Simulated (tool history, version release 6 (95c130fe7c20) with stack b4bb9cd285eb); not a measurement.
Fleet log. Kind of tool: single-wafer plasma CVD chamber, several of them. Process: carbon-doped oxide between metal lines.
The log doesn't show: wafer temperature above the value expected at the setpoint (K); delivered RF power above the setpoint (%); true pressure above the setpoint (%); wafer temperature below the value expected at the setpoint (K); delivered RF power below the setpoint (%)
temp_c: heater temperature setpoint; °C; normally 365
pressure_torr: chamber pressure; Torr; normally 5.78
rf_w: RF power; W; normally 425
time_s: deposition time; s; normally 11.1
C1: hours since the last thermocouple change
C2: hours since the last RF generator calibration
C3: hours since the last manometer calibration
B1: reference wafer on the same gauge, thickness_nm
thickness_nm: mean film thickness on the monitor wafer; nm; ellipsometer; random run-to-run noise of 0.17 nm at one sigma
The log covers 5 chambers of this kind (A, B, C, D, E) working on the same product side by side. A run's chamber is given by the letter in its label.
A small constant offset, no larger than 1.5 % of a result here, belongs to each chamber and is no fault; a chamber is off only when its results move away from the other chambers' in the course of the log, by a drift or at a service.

{"run": "1D", "hour": 3.0, "temp_c": 365, "pressure_torr": 5.78, "rf_w": 425, "time_s": 11.1, "C1": 196.6, "C2": 1441.5, "C3": 5.4, "B1": 56.54, "thickness_nm": 50.581}
{"run": "2E", "hour": 6.5, "temp_c": 365, "pressure_torr": 5.78, "rf_w": 425, "time_s": 11.1, "C1": 813.8, "C2": 1064.5, "C3": 49, "B1": 56.515, "thickness_nm": 50.796}
{"run": "3B", "hour": 11.0, "temp_c": 365, "pressure_torr": 5.78, "rf_w": 425, "time_s": 11.1, "C1": 453.1, "C2": 967.7, "C3": 677.5, "B1": 56.512, "thickness_nm": 50.615}
{"run": "4C", "hour": 15.6, "temp_c": 365, "pressure_torr": 5.78, "rf_w": 425, "time_s": 11.1, "C1": 114.9, "C2": 561.3, "C3": 948.1, "B1": 56.509, "thickness_nm": 49.637}
{"run": "5A", "hour": 19.9, "temp_c": 365, "pressure_torr": 5.78, "rf_w": 425, "time_s": 11.1, "C1": 616.1, "C2": 373.8, "C3": 1483.2, "B1": 56.487, "thickness_nm": 50.357}
{"run": "6D", "hour": 25.8, "temp_c": 365, "pressure_torr": 5.78, "rf_w": 425, "time_s": 11.1, "C1": 219.4, "C2": 1464.3, "C3": 28.2, "B1": 56.556, "thickness_nm": 50.191}
{"run": "7B", "hour": 30.2, "temp_c": 365, "pressure_torr": 5.78, "rf_w": 425, "time_s": 11.1, "C1": 472.3, "C2": 986.9, "C3": 696.7, "B1": 56.504, "thickness_nm": 50.376}
{"run": "8A", "hour": 34.3, "temp_c": 365, "pressure_torr": 5.78, "rf_w": 425, "time_s": 11.1, "C1": 630.5, "C2": 388.2, "C3": 1497.6, "B1": 56.499, "thickness_nm": 50.646}
{"run": "9C", "hour": 37.6, "temp_c": 365, "pressure_torr": 5.78, "rf_w": 425, "time_s": 11.1, "C1": 136.9, "C2": 583.3, "C3": 970.1, "B1": 56.557, "thickness_nm": 49.576}
{"run": "10E", "hour": 42.7, "temp_c": 365, "pressure_torr": 5.78, "rf_w": 425, "time_s": 11.1, "C1": 850, "C2": 1100.7, "C3": 85.2, "B1": 56.455, "thickness_nm": 50.538}
{"run": "11D", "hour": 48.3, "temp_c": 365, "pressure_torr": 5.78, "rf_w": 425, "time_s": 11.1, "C1": 241.9, "C2": 1486.8, "C3": 50.7, "B1": 56.513, "thickness_nm": 50.489}
{"run": "12C", "hour": 52.9, "temp_c": 365, "pressure_torr": 5.78, "rf_w": 425, "time_s": 11.1, "C1": 152.2, "C2": 598.6, "C3": 985.4, "B1": 56.552, "thickness_nm": 49.375}
{"run": "13A", "hour": 57.1, "temp_c": 365, "pressure_torr": 5.78, "rf_w": 425, "time_s": 11.1, "C1": 653.3, "C2": 411, "C3": 1520.4, "B1": 56.473, "thickness_nm": 50.71}
{"run": "14E", "hour": 60.2, "temp_c": 365, "pressure_torr": 5.78, "rf_w": 425, "time_s": 11.1, "C1": 867.5, "C2": 1118.2, "C3": 102.7, "B1": 56.492, "thickness_nm": 50.618}
{"run": "15B", "hour": 63.0, "temp_c": 365, "pressure_torr": 5.78, "rf_w": 345, "time_s": 9.7, "C1": 505.1, "C2": 1019.7, "C3": 729.5, "B1": 56.548, "thickness_nm": 37.607}
{"run": "16B", "hour": 67.4, "temp_c": 365, "pressure_torr": 5.78, "rf_w": 345, "time_s": 9.7, "C1": 509.5, "C2": 1024.1, "C3": 733.9, "B1": 56.489, "thickness_nm": 37.8}
{"run": "17E", "hour": 71.6, "temp_c": 365, "pressure_torr": 5.78, "rf_w": 345, "time_s": 9.7, "C1": 878.9, "C2": 1129.6, "C3": 114.1, "B1": 56.513, "thickness_nm": 38.2}
{"run": "18D", "hour": 77.3, "temp_c": 365, "pressure_torr": 5.78, "rf_w": 345, "time_s": 9.7, "C1": 270.9, "C2": 1515.8, "C3": 79.7, "B1": 56.462, "thickness_nm": 37.604}
{"run": "19C", "hour": 80.2, "temp_c": 365, "pressure_torr": 5.78, "rf_w": 345, "time_s": 9.7, "C1": 179.5, "C2": 625.9, "C3": 1012.7, "B1": 56.473, "thickness_nm": 36.634}
{"run": "20A", "hour": 83.3, "temp_c": 365, "pressure_torr": 5.78, "rf_w": 425, "time_s": 11.1, "C1": 679.5, "C2": 437.2, "C3": 1546.6, "B1": 56.48, "thickness_nm": 50.514}
{"run": "21D", "hour": 87.2, "temp_c": 375, "pressure_torr": 7, "rf_w": 425, "time_s": 11.1, "C1": 280.8, "C2": 1525.7, "C3": 89.6, "B1": 56.497, "thickness_nm": 50.014}
{"run": "22B", "hour": 92.1, "temp_c": 375, "pressure_torr": 7, "rf_w": 425, "time_s": 11.1, "C1": 534.2, "C2": 1048.8, "C3": 758.6, "B1": 56.526, "thickness_nm": 50.286}
{"run": "23C", "hour": 95.0, "temp_c": 375, "pressure_torr": 7, "rf_w": 425, "time_s": 11.1, "C1": 194.3, "C2": 640.7, "C3": 1027.5, "B1": 56.558, "thickness_nm": 48.394}
{"run": "24E", "hour": 100.0, "temp_c": 375, "pressure_torr": 7, "rf_w": 425, "time_s": 11.1, "C1": 907.3, "C2": 1158, "C3": 142.5, "B1": 56.49, "thickness_nm": 49.839}
{"run": "25A", "hour": 103.3, "temp_c": 375, "pressure_torr": 7, "rf_w": 425, "time_s": 11.1, "C1": 699.5, "C2": 457.2, "C3": 1566.6, "B1": 56.518, "thickness_nm": 50.061}
{"run": "26D", "hour": 106.1, "temp_c": 365, "pressure_torr": 5.78, "rf_w": 425, "time_s": 11.1, "C1": 299.7, "C2": 1544.6, "C3": 108.5, "B1": 56.518, "thickness_nm": 50.154}
{"run": "27E", "hour": 109.3, "temp_c": 372, "pressure_torr": 5.78, "rf_w": 370, "time_s": 11.1, "C1": 916.6, "C2": 1167.3, "C3": 151.8, "B1": 56.514, "thickness_nm": 44.918}
{"run": "28B", "hour": 113.4, "temp_c": 372, "pressure_torr": 5.78, "rf_w": 370, "time_s": 11.1, "C1": 555.5, "C2": 1070.1, "C3": 779.9, "B1": 56.519, "thickness_nm": 44.48}
{"run": "29C", "hour": 119.3, "temp_c": 372, "pressure_torr": 5.78, "rf_w": 370, "time_s": 11.1, "C1": 218.6, "C2": 665, "C3": 1051.8, "B1": 56.489, "thickness_nm": 42.743}
{"run": "30A", "hour": 124.8, "temp_c": 372, "pressure_torr": 5.78, "rf_w": 370, "time_s": 11.1, "C1": 721, "C2": 478.7, "C3": 1588.1, "B1": 56.5, "thickness_nm": 44.775}
{"run": "31B", "hour": 127.9, "temp_c": 372, "pressure_torr": 5.78, "rf_w": 370, "time_s": 11.1, "C1": 570, "C2": 1084.6, "C3": 794.4, "B1": 56.483, "thickness_nm": 45.024}
{"run": "32A", "hour": 133.8, "temp_c": 365, "pressure_torr": 5.78, "rf_w": 425, "time_s": 11.1, "C1": 730, "C2": 487.7, "C3": 1597.1, "B1": 56.566, "thickness_nm": 50.598}
{"run": "33C", "hour": 138.9, "temp_c": 365, "pressure_torr": 5.78, "rf_w": 425, "time_s": 11.1, "C1": 238.2, "C2": 684.6, "C3": 1071.4, "B1": 56.492, "thickness_nm": 47.615}

Is one chamber off against the others, does the gauge drift, or is nothing wrong? If a chamber is off, say which, and what the likeliest cause is.

One chamber, C, drifts off from the rest bit by bit.
Most likely cause: delivered RF power below the setpoint (%) = 5.06.

Which of the 4 candidates below, each the usual settings with something changed and its results left as question marks, puts chamber C back in line with what the other chambers give on the usual settings?
In-line tolerance around the mean of the other chambers on the usual settings: thickness_nm 0.59 nm
{"run": "34C-1", "hour": 143.1, "temp_c": 364, "pressure_torr": 5.85, "rf_w": 450, "time_s": 11.9, "thickness_nm": "?"}
{"run": "34C-2", "hour": 143.1, "temp_c": 365, "pressure_torr": 5.78, "rf_w": 435, "time_s": 11.5, "thickness_nm": "?"}
{"run": "34C-3", "hour": 143.1, "temp_c": 366, "pressure_torr": 5.78, "rf_w": 405, "time_s": 10.3, "thickness_nm": "?"}
{"run": "34C-4", "hour": 143.1, "temp_c": 365, "pressure_torr": 5.78, "rf_w": 395, "time_s": 11.1, "thickness_nm": "?"}

What the other chambers average on the usual settings: thickness_nm 50.48 nm
run=34C-1 thickness_nm=53.777
run=34C-2 thickness_nm=50.51
run=34C-3 thickness_nm=42.853
run=34C-4 thickness_nm=45.346
It is 34C-2 that realigns the chamber with its peers.

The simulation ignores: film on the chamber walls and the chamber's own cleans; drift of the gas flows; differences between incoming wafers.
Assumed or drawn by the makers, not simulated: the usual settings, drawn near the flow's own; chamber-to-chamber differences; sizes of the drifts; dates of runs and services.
